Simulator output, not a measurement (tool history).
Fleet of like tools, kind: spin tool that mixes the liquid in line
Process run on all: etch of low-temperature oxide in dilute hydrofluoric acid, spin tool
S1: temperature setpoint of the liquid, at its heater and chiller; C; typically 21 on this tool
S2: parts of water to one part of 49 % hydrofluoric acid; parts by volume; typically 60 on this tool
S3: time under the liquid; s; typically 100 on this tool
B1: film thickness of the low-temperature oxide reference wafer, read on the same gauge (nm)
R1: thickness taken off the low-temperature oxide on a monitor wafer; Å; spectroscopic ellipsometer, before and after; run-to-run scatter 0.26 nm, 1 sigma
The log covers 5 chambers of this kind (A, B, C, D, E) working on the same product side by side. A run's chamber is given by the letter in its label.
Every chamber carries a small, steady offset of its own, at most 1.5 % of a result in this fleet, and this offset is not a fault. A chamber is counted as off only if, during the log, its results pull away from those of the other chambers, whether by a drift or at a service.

run,hour,S1,S2,S3,B1,R1
1E,3.9,21,60,100,149.97,394.29
2A,7.3,21,60,100,149.98,389.54
3B,10.5,21,60,100,149.99,385.11
4D,13.4,21,60,100,150.02,386.77
5C,16.5,21,60,100,149.97,386.05
6C,19.5,21,80,60,149.97,167.17
7B,21.5,21,80,60,150,170.92
8D,25.4,21,80,60,149.98,169.25
9E,27.7,21,80,60,150.01,170.27
10A,31.9,21,80,60,150,169.22
11D,34.5,21,60,100,149.98,388.49
12A,37.4,17,60,100,150,328.41
13B,40.8,17,60,100,149.99,326.12
14E,44.5,17,60,100,149.98,331.66
15C,48.3,17,60,100,149.99,326.22
16D,51.9,17,60,100,150.02,331.44
17A,54,21,60,100,150,387.06
18C,58.5,21,60,100,150,388.75
19E,60.9,17.5,60,100,149.99,337.84
20B,65.1,17.5,60,100,149.98,331.96
21E,67.7,17.5,60,100,149.99,340.55
22A,70.6,17.5,60,100,150.02,336.53
23C,74,17.5,60,100,150,333.98
24B,76.6,21,60,100,149.98,384
25D,80.8,21,60,100,150.01,401.72
26B,83,21,60,100,150.02,383.53
27D,87.5,21,60,100,150,411.78
28E,92,21,60,100,150,393.64
# hour 92.1: chamber E: thermometer replaced
29A,94.3,21,60,100,149.97,391.37
30C,97.4,21,60,100,150,383.28
31B,101.1,21,60,100,150,382.39
32E,103.5,21,60,100,150,391.41
33C,105.6,21,60,100,150.02,383.95
34D,110,21,60,100,149.99,417.34
35A,112.9,21,60,100,150.02,390.66
36B,116.7,21,60,100,149.98,389.58
37A,119.3,21,60,100,149.97,386.17
38E,121.6,21,60,100,149.99,389.51

All chambers now run identical settings, listed one chamber a line with results as question marks. What results will each chamber show?
39A,124.9,21,60,100,,?
39B,124.9,21,60,100,,?
39C,124.9,21,60,100,,?
39D,124.9,21,60,100,,?
39E,124.9,21,60,100,,?

run,R1
39A,393.94
39B,387.15
39C,389.67
39D,420.64
39E,387.13
